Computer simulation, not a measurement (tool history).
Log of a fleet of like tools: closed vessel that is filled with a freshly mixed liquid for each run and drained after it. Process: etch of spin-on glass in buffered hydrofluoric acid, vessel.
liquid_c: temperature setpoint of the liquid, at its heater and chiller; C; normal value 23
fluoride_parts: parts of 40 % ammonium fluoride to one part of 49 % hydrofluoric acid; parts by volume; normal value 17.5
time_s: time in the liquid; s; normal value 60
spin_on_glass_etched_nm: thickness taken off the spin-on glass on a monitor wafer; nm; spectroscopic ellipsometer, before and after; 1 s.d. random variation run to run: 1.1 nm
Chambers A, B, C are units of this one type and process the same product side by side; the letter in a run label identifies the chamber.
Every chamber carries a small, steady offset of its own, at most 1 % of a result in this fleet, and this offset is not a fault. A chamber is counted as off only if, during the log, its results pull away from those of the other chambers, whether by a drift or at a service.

run,hour,liquid_c,fluoride_parts,time_s,"read-back film thickness of the spin-on glass reference wafer, read on the same gauge (nm)",spin_on_glass_etched_nm
1C,3.9,23,17.5,60,89.999,130.75
2A,10.1,23,17.5,60,90.008,128.59
3B,18.8,23,17.5,60,89.977,129.04
4A,25.3,23,17.5,60,89.989,129.66
5C,30.9,23,17.5,60,90.008,130.25
6B,37.4,23,17.5,60,89.999,128.41
7A,45.9,23,17.5,60,90.005,130.13
8C,50.7,23,17.5,60,90.006,130.98
9B,58.6,20,17.5,30,89.996,54.458
10B,66.4,20,17.5,30,90.009,53.063
11A,71.1,20,17.5,30,90.01,54.341
12C,78.7,23,17.5,60,90,130.11
13A,85.2,19.5,17.5,85,90.012,150.17
14C,92.5,19.5,17.5,85,90.014,152.04
15B,99.2,19.5,17.5,85,89.99,145.37
16A,103.3,23,17.5,60,90.023,129.49
17B,111.6,23,17.5,60,90.007,123.7
18C,120,23,17.5,60,90.01,130.18
19A,128.2,23,17.5,60,90,130.55
20C,133.9,23,21,95,90.009,175.01
21B,142.6,23,21,95,89.979,169.99
22A,148.9,23,21,95,90.004,174
23C,156.4,23,17.5,60,89.998,130.89
24B,162.3,23,17.5,60,89.991,122.37
25A,167.8,23,17.5,60,89.995,130.52
26B,173.8,23,17.5,60,90.009,123.53
27C,179.6,23,17.5,60,90.008,130.89
# hour 181.7: chamber C: hydrofluoric acid flow meter replaced
28C,186.9,23,17.5,60,90.011,128.9
29B,190.9,23,24,60,89.998,96.144
30A,196.2,23,24,60,89.987,100.92
31C,205,23,24,60,89.983,100.18
32A,209.3,23,17.5,60,90.014,130.14
33B,213.3,23,17.5,60,90.003,123.29
34B,220.6,23,17.5,90,90.011,185.5

One chamber off, gauge drift, or nothing amiss beyond the chambers' own small offsets? If it is a chamber, which one, and what is the likeliest cause?

Chamber B drifts away from the others.
What lies behind it: hydrofluoric acid flow below the setpoint (%) = 4.38.
The log may not separate it from: liquid colder than its thermometer reads (K).

Chamber B could run next with any of the 4 candidate recipes listed below; each alters the usual settings, and their results appear as question marks. Which one brings its results back in line with what the other chambers deliver on the usual settings?
Allowed miss from the other chambers' usual-settings mean, per result, to count as in line: spin_on_glass_etched_nm 3.7 nm
35B-1,226.9,23,20,60,,?
35B-2,226.9,24,17.5,60,,?
35B-3,226.9,23,17,65,,?
35B-4,226.9,22.5,18,60,,?

On the usual settings, the other chambers give on average: spin_on_glass_etched_nm 129.75 nm
run,spin_on_glass_etched_nm
35B-1,108.04
35B-2,128.6
35B-3,135.63
35B-4,115.03
The right change is 35B-2: it brings the chamber back within the allowed miss of the others.

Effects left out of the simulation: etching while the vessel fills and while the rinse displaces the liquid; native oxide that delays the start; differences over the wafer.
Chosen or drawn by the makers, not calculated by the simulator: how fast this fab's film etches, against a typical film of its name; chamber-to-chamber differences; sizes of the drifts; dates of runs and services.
